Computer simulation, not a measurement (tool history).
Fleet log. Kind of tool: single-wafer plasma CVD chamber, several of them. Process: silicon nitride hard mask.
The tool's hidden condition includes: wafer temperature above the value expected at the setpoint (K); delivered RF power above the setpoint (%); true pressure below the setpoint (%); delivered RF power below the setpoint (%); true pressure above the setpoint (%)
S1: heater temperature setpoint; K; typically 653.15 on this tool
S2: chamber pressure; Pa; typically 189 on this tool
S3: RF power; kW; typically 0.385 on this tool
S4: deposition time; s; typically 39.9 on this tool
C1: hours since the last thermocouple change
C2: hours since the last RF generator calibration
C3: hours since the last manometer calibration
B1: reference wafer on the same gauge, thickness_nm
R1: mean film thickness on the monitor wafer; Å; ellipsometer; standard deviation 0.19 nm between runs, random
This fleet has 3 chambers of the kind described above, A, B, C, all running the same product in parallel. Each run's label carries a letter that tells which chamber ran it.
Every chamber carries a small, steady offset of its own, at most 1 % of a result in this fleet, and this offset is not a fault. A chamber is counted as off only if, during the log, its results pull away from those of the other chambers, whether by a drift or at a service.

{"run": "1C", "hour": 4.1, "S1": 653.15, "S2": 189, "S3": 0.385, "S4": 39.9, "C1": 1317.4, "C2": 1249.2, "C3": 1624.7, "B1": 55.211, "R1": 524.08}
{"run": "2B", "hour": 8.4, "S1": 653.15, "S2": 189, "S3": 0.385, "S4": 39.9, "C1": 1391.4, "C2": 706.8, "C3": 1503.9, "B1": 55.148, "R1": 532.88}
{"run": "3A", "hour": 14.1, "S1": 653.15, "S2": 189, "S3": 0.385, "S4": 39.9, "C1": 254.2, "C2": 561.5, "C3": 482.5, "B1": 55.236, "R1": 523.21}
{"run": "4C", "hour": 19.1, "S1": 653.15, "S2": 189, "S3": 0.385, "S4": 39.9, "C1": 1332.4, "C2": 1264.2, "C3": 1639.7, "B1": 55.204, "R1": 520.63}
{"run": "5A", "hour": 21.8, "S1": 653.15, "S2": 189, "S3": 0.385, "S4": 39.9, "C1": 261.9, "C2": 569.2, "C3": 490.2, "B1": 55.238, "R1": 524.88}
{"run": "6B", "hour": 24.5, "S1": 653.15, "S2": 189, "S3": 0.385, "S4": 39.9, "C1": 1407.5, "C2": 722.9, "C3": 1520, "B1": 55.154, "R1": 528.88}
{"run": "7A", "hour": 27.3, "S1": 653.15, "S2": 189, "S3": 0.385, "S4": 39.9, "C1": 267.4, "C2": 574.7, "C3": 495.7, "B1": 55.225, "R1": 523.08}
{"run": "8B", "hour": 30.1, "S1": 653.15, "S2": 189, "S3": 0.385, "S4": 39.9, "C1": 1413.1, "C2": 728.5, "C3": 1525.6, "B1": 55.199, "R1": 529.21}
{"run": "9C", "hour": 34.9, "S1": 653.15, "S2": 189, "S3": 0.385, "S4": 39.9, "C1": 1348.2, "C2": 1280, "C3": 1655.5, "B1": 55.145, "R1": 524.12}
{"run": "10A", "hour": 40.9, "S1": 642.15, "S2": 189, "S3": 0.385, "S4": 35, "C1": 281, "C2": 588.3, "C3": 509.3, "B1": 55.198, "R1": 462.07}
{"run": "11C", "hour": 46.3, "S1": 642.15, "S2": 189, "S3": 0.385, "S4": 35, "C1": 1359.6, "C2": 1291.4, "C3": 1666.9, "B1": 55.195, "R1": 457.98}
{"run": "12B", "hour": 50.0, "S1": 642.15, "S2": 189, "S3": 0.385, "S4": 35, "C1": 1433, "C2": 748.4, "C3": 1545.5, "B1": 55.176, "R1": 463.13}
{"run": "13A", "hour": 55.3, "S1": 653.15, "S2": 189, "S3": 0.385, "S4": 39.9, "C1": 295.4, "C2": 602.7, "C3": 523.7, "B1": 55.163, "R1": 520.69}
{"run": "14B", "hour": 61.0, "S1": 653.15, "S2": 189, "S3": 0.385, "S4": 39.9, "C1": 1444, "C2": 759.4, "C3": 1556.5, "B1": 55.239, "R1": 526.59}
{"run": "15C", "hour": 65.5, "S1": 653.15, "S2": 189, "S3": 0.385, "S4": 39.9, "C1": 1378.8, "C2": 1310.6, "C3": 1686.1, "B1": 55.13, "R1": 520.5}
{"run": "16A", "hour": 69.7, "S1": 653.15, "S2": 189, "S3": 0.385, "S4": 39.9, "C1": 309.8, "C2": 617.1, "C3": 538.1, "B1": 55.181, "R1": 525.04}
{"run": "17C", "hour": 75.3, "S1": 643.15, "S2": 189, "S3": 0.385, "S4": 39.9, "C1": 1388.6, "C2": 1320.4, "C3": 1695.9, "B1": 55.182, "R1": 523.42}
{"hour": 75.9, "done": "chamber B: capacitance manometer re-zeroed and calibrated"}
{"run": "18B", "hour": 79.8, "S1": 643.15, "S2": 189, "S3": 0.385, "S4": 39.9, "C1": 1462.8, "C2": 778.2, "C3": 3.9, "B1": 55.254, "R1": 530.84}
{"run": "19C", "hour": 84.2, "S1": 643.15, "S2": 189, "S3": 0.385, "S4": 39.9, "C1": 1397.5, "C2": 1329.3, "C3": 1704.8, "B1": 55.171, "R1": 524.34}
{"run": "20A", "hour": 88.3, "S1": 653.15, "S2": 189, "S3": 0.385, "S4": 39.9, "C1": 328.4, "C2": 635.7, "C3": 556.7, "B1": 55.19, "R1": 525.42}
{"run": "21B", "hour": 93.4, "S1": 653.15, "S2": 189, "S3": 0.385, "S4": 39.9, "C1": 1476.4, "C2": 791.8, "C3": 17.5, "B1": 55.183, "R1": 529.73}
{"run": "22C", "hour": 97.2, "S1": 653.15, "S2": 189, "S3": 0.385, "S4": 39.9, "C1": 1410.5, "C2": 1342.3, "C3": 1717.8, "B1": 55.215, "R1": 524.98}
{"run": "23B", "hour": 101.1, "S1": 653.15, "S2": 189, "S3": 0.385, "S4": 39.9, "C1": 1484.1, "C2": 799.5, "C3": 25.2, "B1": 55.209, "R1": 527.37}
{"run": "24A", "hour": 104.2, "S1": 653.15, "S2": 189, "S3": 0.385, "S4": 39.9, "C1": 344.3, "C2": 651.6, "C3": 572.6, "B1": 55.189, "R1": 524.45}
{"run": "25B", "hour": 110.2, "S1": 653.15, "S2": 189, "S3": 0.385, "S4": 39.9, "C1": 1493.2, "C2": 808.6, "C3": 34.3, "B1": 55.163, "R1": 529.88}
{"run": "26A", "hour": 114.4, "S1": 653.15, "S2": 189, "S3": 0.385, "S4": 39.9, "C1": 354.5, "C2": 661.8, "C3": 582.8, "B1": 55.197, "R1": 521.91}
{"run": "27C", "hour": 119.3, "S1": 653.15, "S2": 189, "S3": 0.385, "S4": 44.9, "C1": 1432.6, "C2": 1364.4, "C3": 1739.9, "B1": 55.205, "R1": 590.58}
{"run": "28A", "hour": 122.4, "S1": 653.15, "S2": 189, "S3": 0.385, "S4": 44.9, "C1": 362.5, "C2": 669.8, "C3": 590.8, "B1": 55.174, "R1": 591.39}
{"run": "29B", "hour": 127.6, "S1": 653.15, "S2": 189, "S3": 0.385, "S4": 44.9, "C1": 1510.6, "C2": 826, "C3": 51.7, "B1": 55.197, "R1": 598.79}
{"run": "30C", "hour": 131.6, "S1": 653.15, "S2": 189, "S3": 0.385, "S4": 39.9, "C1": 1444.9, "C2": 1376.7, "C3": 1752.2, "B1": 55.232, "R1": 525.22}
{"run": "31C", "hour": 135.2, "S1": 653.15, "S2": 189, "S3": 0.385, "S4": 39.9, "C1": 1448.5, "C2": 1380.3, "C3": 1755.8, "B1": 55.166, "R1": 521.57}
{"run": "32B", "hour": 137.9, "S1": 653.15, "S2": 189, "S3": 0.385, "S4": 39.9, "C1": 1520.9, "C2": 836.3, "C3": 62, "B1": 55.245, "R1": 528.48}
{"run": "33A", "hour": 140.9, "S1": 664.15, "S2": 189, "S3": 0.385, "S4": 42.9, "C1": 381, "C2": 688.3, "C3": 609.3, "B1": 55.199, "R1": 560.41}
{"run": "34A", "hour": 143.9, "S1": 664.15, "S2": 189, "S3": 0.385, "S4": 42.9, "C1": 384, "C2": 691.3, "C3": 612.3, "B1": 55.24, "R1": 559.8}
{"run": "35C", "hour": 148.4, "S1": 664.15, "S2": 189, "S3": 0.385, "S4": 42.9, "C1": 1461.7, "C2": 1393.5, "C3": 1769, "B1": 55.195, "R1": 563.31}
{"run": "36B", "hour": 154.0, "S1": 653.15, "S2": 189, "S3": 0.385, "S4": 39.9, "C1": 1537, "C2": 852.4, "C3": 78.1, "B1": 55.22, "R1": 528.76}
{"run": "37C", "hour": 159.8, "S1": 653.15, "S2": 189, "S3": 0.385, "S4": 39.9, "C1": 1473.1, "C2": 1404.9, "C3": 1780.4, "B1": 55.135, "R1": 524.96}
{"run": "38B", "hour": 162.8, "S1": 653.15, "S2": 189, "S3": 0.385, "S4": 39.9, "C1": 1545.8, "C2": 861.2, "C3": 86.9, "B1": 55.152, "R1": 529.08}
{"run": "39A", "hour": 168.9, "S1": 653.15, "S2": 189, "S3": 0.385, "S4": 39.9, "C1": 409, "C2": 716.3, "C3": 637.3, "B1": 55.226, "R1": 522.19}
{"run": "40C", "hour": 172.6, "S1": 653.15, "S2": 189, "S3": 0.385, "S4": 39.9, "C1": 1485.9, "C2": 1417.7, "C3": 1793.2, "B1": 55.253, "R1": 521.27}
{"run": "41B", "hour": 176.2, "S1": 653.15, "S2": 189, "S3": 0.42, "S4": 39.9, "C1": 1559.2, "C2": 874.6, "C3": 100.3, "B1": 55.193, "R1": 555.54}
{"run": "42A", "hour": 180.7, "S1": 653.15, "S2": 189, "S3": 0.42, "S4": 39.9, "C1": 420.8, "C2": 728.1, "C3": 649.1, "B1": 55.188, "R1": 552.13}
{"run": "43A", "hour": 184.7, "S1": 653.15, "S2": 189, "S3": 0.42, "S4": 39.9, "C1": 424.8, "C2": 732.1, "C3": 653.1, "B1": 55.213, "R1": 552.1}
{"run": "44B", "hour": 189.4, "S1": 653.15, "S2": 189, "S3": 0.385, "S4": 39.9, "C1": 1572.4, "C2": 887.8, "C3": 113.5, "B1": 55.185, "R1": 524.99}

What goes on in this fleet: one chamber off, a drifting gauge, or nothing beyond the chambers' own small offsets? Name the chamber and the cause, if any.

The fleet is healthy, with each chamber sitting at its usual small offset and no drift in the gauge.

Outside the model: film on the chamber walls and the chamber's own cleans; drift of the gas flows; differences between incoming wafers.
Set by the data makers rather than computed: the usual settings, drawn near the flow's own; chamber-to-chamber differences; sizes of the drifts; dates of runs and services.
